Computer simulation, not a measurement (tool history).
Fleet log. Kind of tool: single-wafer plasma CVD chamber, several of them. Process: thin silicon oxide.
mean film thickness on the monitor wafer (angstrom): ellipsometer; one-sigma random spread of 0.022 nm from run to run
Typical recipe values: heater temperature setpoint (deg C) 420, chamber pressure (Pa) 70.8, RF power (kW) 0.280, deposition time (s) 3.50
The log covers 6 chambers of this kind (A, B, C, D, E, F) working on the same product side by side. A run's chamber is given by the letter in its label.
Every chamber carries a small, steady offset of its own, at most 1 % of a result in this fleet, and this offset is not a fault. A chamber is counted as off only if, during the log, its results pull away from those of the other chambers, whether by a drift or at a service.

| run | hour | heater temperature setpoint (deg C) | chamber pressure (Pa) | RF power (kW) | deposition time (s) | read-back reference wafer on the same gauge, thickness_nm | mean film thickness on the monitor wafer (angstrom) |
|---|---|---|---|---|---|---|---|
| 1E | 5.9 | 420 | 70.8 | 0.280 | 3.50 | 3.7674 | 40.260 |
| 2A | 12.1 | 420 | 70.8 | 0.280 | 3.50 | 3.7680 | 40.182 |
| 3D | 22.6 | 420 | 70.8 | 0.280 | 3.50 | 3.7652 | 40.367 |
| 4B | 30.6 | 420 | 70.8 | 0.280 | 3.50 | 3.7696 | 40.292 |
| 5F | 38.7 | 420 | 70.8 | 0.280 | 3.50 | 3.7707 | 40.139 |
| 6C | 46.8 | 420 | 70.8 | 0.280 | 3.50 | 3.7655 | 40.330 |
| 7E | 58.8 | 420 | 70.8 | 0.280 | 3.50 | 3.7701 | 39.626 |
| 8C | 66.7 | 420 | 70.8 | 0.280 | 3.50 | 3.7720 | 40.017 |
| 9D | 73.5 | 420 | 64.5 | 0.315 | 3.50 | 3.7737 | 38.013 |
| 10B | 81.5 | 420 | 64.5 | 0.315 | 3.50 | 3.7700 | 38.232 |
| 11F | 89.0 | 420 | 64.5 | 0.315 | 3.50 | 3.7680 | 37.830 |
|  | 94.1 | chamber D: RF generator calibrated |
| 12A | 98.4 | 420 | 64.5 | 0.315 | 3.50 | 3.7675 | 38.320 |
| 13A | 107.7 | 420 | 64.5 | 0.315 | 3.50 | 3.7697 | 38.138 |
| 14F | 113.3 | 420 | 64.5 | 0.315 | 3.50 | 3.7684 | 37.732 |
| 15B | 124.2 | 420 | 70.8 | 0.280 | 3.50 | 3.7692 | 40.303 |
| 16E | 132.3 | 420 | 70.8 | 0.280 | 3.50 | 3.7701 | 39.601 |
| 17D | 140.2 | 420 | 70.8 | 0.280 | 3.50 | 3.7710 | 40.483 |
| 18C | 152.4 | 420 | 70.8 | 0.280 | 3.50 | 3.7654 | 39.692 |
| 19E | 161.0 | 420 | 70.8 | 0.280 | 3.50 | 3.7711 | 39.853 |
| 20C | 168.9 | 420 | 70.8 | 0.280 | 3.50 | 3.7661 | 40.648 |
|  | 177.2 | chamber D: capacitance manometer re-zeroed and calibrated |
| 21B | 177.6 | 420 | 70.8 | 0.280 | 3.50 | 3.7725 | 40.338 |
| 22A | 186.1 | 420 | 70.8 | 0.280 | 3.50 | 3.7750 | 40.263 |
| 23F | 198.0 | 420 | 70.8 | 0.280 | 3.50 | 3.7676 | 39.841 |
| 24D | 210.5 | 420 | 70.8 | 0.280 | 3.50 | 3.7693 | 38.167 |
| 25B | 221.6 | 420 | 70.8 | 0.280 | 3.50 | 3.7722 | 40.344 |
| 26F | 231.0 | 406 | 70.8 | 0.280 | 3.50 | 3.7728 | 40.716 |
| 27E | 242.6 | 406 | 70.8 | 0.280 | 3.50 | 3.7677 | 40.259 |
| 28D | 249.4 | 406 | 70.8 | 0.280 | 3.50 | 3.7671 | 38.471 |
| 29A | 261.3 | 406 | 70.8 | 0.280 | 3.50 | 3.7728 | 41.078 |
| 30C | 266.9 | 406 | 70.8 | 0.280 | 3.50 | 3.7707 | 40.496 |
| 31D | 279.1 | 406 | 70.8 | 0.280 | 3.50 | 3.7647 | 38.557 |
| 32E | 286.0 | 420 | 70.8 | 0.280 | 3.50 | 3.7739 | 39.450 |
| 33C | 296.9 | 420 | 70.8 | 0.280 | 3.50 | 3.7753 | 40.106 |
| 34A | 303.9 | 420 | 70.8 | 0.280 | 3.50 | 3.7641 | 40.103 |
| 35B | 312.4 | 420 | 70.8 | 0.280 | 3.50 | 3.7683 | 40.352 |
| 36F | 319.5 | 420 | 70.8 | 0.280 | 3.50 | 3.7687 | 39.925 |
| 37E | 325.9 | 420 | 70.8 | 0.280 | 3.50 | 3.7683 | 39.887 |

Next, all 6 chambers run the settings below, one line each with question marks for the results. What does each chamber give?
| 38A | 334.8 | 420 | 70.8 | 0.280 | 2.91 |  | ? |
| 38B | 334.8 | 420 | 70.8 | 0.280 | 2.91 |  | ? |
| 38C | 334.8 | 420 | 70.8 | 0.280 | 2.91 |  | ? |
| 38D | 334.8 | 420 | 70.8 | 0.280 | 2.91 |  | ? |
| 38E | 334.8 | 420 | 70.8 | 0.280 | 2.91 |  | ? |
| 38F | 334.8 | 420 | 70.8 | 0.280 | 2.91 |  | ? |

| run | mean film thickness on the monitor wafer (angstrom) |
|---|---|
| 38A | 33.439 |
| 38B | 33.588 |
| 38C | 33.090 |
| 38D | 31.615 |
| 38E | 33.071 |
| 38F | 33.311 |

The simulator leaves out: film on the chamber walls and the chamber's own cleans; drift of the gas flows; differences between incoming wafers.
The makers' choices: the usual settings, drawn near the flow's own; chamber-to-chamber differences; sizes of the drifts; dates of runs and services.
